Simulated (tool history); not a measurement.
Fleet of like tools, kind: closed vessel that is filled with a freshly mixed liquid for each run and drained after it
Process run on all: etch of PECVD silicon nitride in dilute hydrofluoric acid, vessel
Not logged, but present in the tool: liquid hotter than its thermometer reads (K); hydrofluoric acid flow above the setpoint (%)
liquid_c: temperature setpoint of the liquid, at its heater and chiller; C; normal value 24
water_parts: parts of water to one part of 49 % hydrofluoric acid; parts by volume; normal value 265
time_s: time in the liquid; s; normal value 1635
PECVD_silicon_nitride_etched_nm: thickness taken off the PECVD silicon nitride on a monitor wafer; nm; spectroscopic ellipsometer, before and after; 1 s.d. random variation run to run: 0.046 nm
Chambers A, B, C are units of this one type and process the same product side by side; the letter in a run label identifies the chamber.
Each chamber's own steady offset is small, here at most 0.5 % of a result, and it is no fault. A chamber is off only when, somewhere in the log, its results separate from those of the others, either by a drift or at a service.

run   hour  liquid_c  water_parts  time_s  hours since the thermometer was replaced  hours since the hydrofluoric acid flow meter was replaced  read-back film thickness of the PECVD silicon nitride reference wafer, read on the same gauge (nm)  PECVD_silicon_nitride_etched_nm
 1C   10.2        24          265    1635                                     619.1                                                      835.7                                                                                              40.041                          10.6880
      11.6  -- chamber B: hydrofluoric acid flow meter replaced
 2A   20.6        24          265    1635                                      69.5                                                      773.1                                                                                              40.024                          10.6430
 3B   33.2        24          265    1635                                    1023.0                                                       21.7                                                                                              39.961                          10.6780
 4C   44.3        24          265    1635                                     653.2                                                      869.8                                                                                              39.996                          10.7000
 5A   57.5        24          265    1635                                     106.4                                                      810.0                                                                                              39.942                          10.5590
 6B   67.7        24          265    1635                                    1057.5                                                       56.2                                                                                              40.043                          10.7440
 7A   77.7        24          265    1635                                     126.6                                                      830.2                                                                                              40.028                          10.6680
 8C   89.9        24          265    1635                                     698.8                                                      915.4                                                                                              39.997                          10.5960
 9B  103.4        24          265    1635                                    1093.2                                                       91.9                                                                                              40.036                          10.6790
10A  111.7        24          265    1635                                     160.6                                                      864.2                                                                                              40.022                          10.6320
11C  120.3        24          265    1635                                     729.2                                                      945.8                                                                                              39.991                          10.6960
12B  128.2        24          265    1635                                    1118.0                                                      116.7                                                                                              40.008                          10.7140
13B  137.7        24          265    1635                                    1127.5                                                      126.2                                                                                              40.008                          10.6330
14C  144.6        24          265    1635                                     753.5                                                      970.1                                                                                              39.955                          10.6870
15A  151.3        24          265    1635                                     200.2                                                      903.8                                                                                              40.000                          10.6250
16C  161.5        24          265    1635                                     770.4                                                      987.0                                                                                              40.039                          10.7040
17A  173.6        24          265    1635                                     222.5                                                      926.1                                                                                              39.977                          10.7530
18B  184.1        24          265    1635                                    1173.9                                                      172.6                                                                                              40.005                          10.7970
19A  192.8        24          265    1635                                     241.7                                                      945.3                                                                                              40.022                          10.6790
20C  200.8        24          265    1635                                     809.7                                                     1026.3                                                                                              39.970                          10.6740
21B  212.7        24          265    1635                                    1202.5                                                      201.2                                                                                              40.037                          10.9150
22A  220.8        27          265    1635                                     269.7                                                      973.3                                                                                              40.040                          12.7820
23B  232.3        27          265    1635                                    1222.1                                                      220.8                                                                                              39.988                          13.1590
24C  240.8        27          265    1635                                     849.7                                                     1066.3                                                                                              39.982                          12.7690
25C  252.2        24          265    1635                                     861.1                                                     1077.7                                                                                              40.019                          10.7100
26A  266.6        26          265    1635                                     315.5                                                     1019.1                                                                                              40.070                          12.0300
27B  280.5        26          265    1635                                    1270.3                                                      269.0                                                                                              40.012                          12.4470
28C  288.5        26          265    1635                                     897.4                                                     1114.0                                                                                              39.998                          12.1460
29A  301.0        24          265    1635                                     349.9                                                     1053.5                                                                                              39.944                          10.6490
30B  308.9        24          265    1635                                    1298.7                                                      297.4                                                                                              39.953                          11.1660
31A  318.5        24          265    1635                                     367.4                                                     1071.0                                                                                              39.974                          10.6640
32C  328.3        24          265    1635                                     937.2                                                     1153.8                                                                                              40.006                          10.7970
33B  337.4        24          265    1635                                    1327.2                                                      325.9                                                                                              39.981                          11.1600
34C  350.9        24          265    1635                                     959.8                                                     1176.4                                                                                              40.011                          10.7260
35A  362.3        24          265    1635                                     411.2                                                     1114.8                                                                                              40.022                          10.6410
36B  373.2        24          265    1635                                    1363.0                                                      361.7                                                                                              39.962                          11.2830
37A  385.4        24          265    1635                                     434.3                                                     1137.9                                                                                              39.994                          10.5960
38B  393.5        24          265    1635                                    1383.3                                                      382.0                                                                                              39.974                          11.3470

All 3 chambers run these settings next. Forecast each chamber's results:
39A  404.3        21          265    1635                                                                                                                                                                                                                                         ?
39B  404.3        21          265    1635                                                                                                                                                                                                                                         ?
39C  404.3        21          265    1635                                                                                                                                                                                                                                         ?

run  PECVD_silicon_nitride_etched_nm
39A                           8.8378
39B                           9.4367
39C                           8.7940

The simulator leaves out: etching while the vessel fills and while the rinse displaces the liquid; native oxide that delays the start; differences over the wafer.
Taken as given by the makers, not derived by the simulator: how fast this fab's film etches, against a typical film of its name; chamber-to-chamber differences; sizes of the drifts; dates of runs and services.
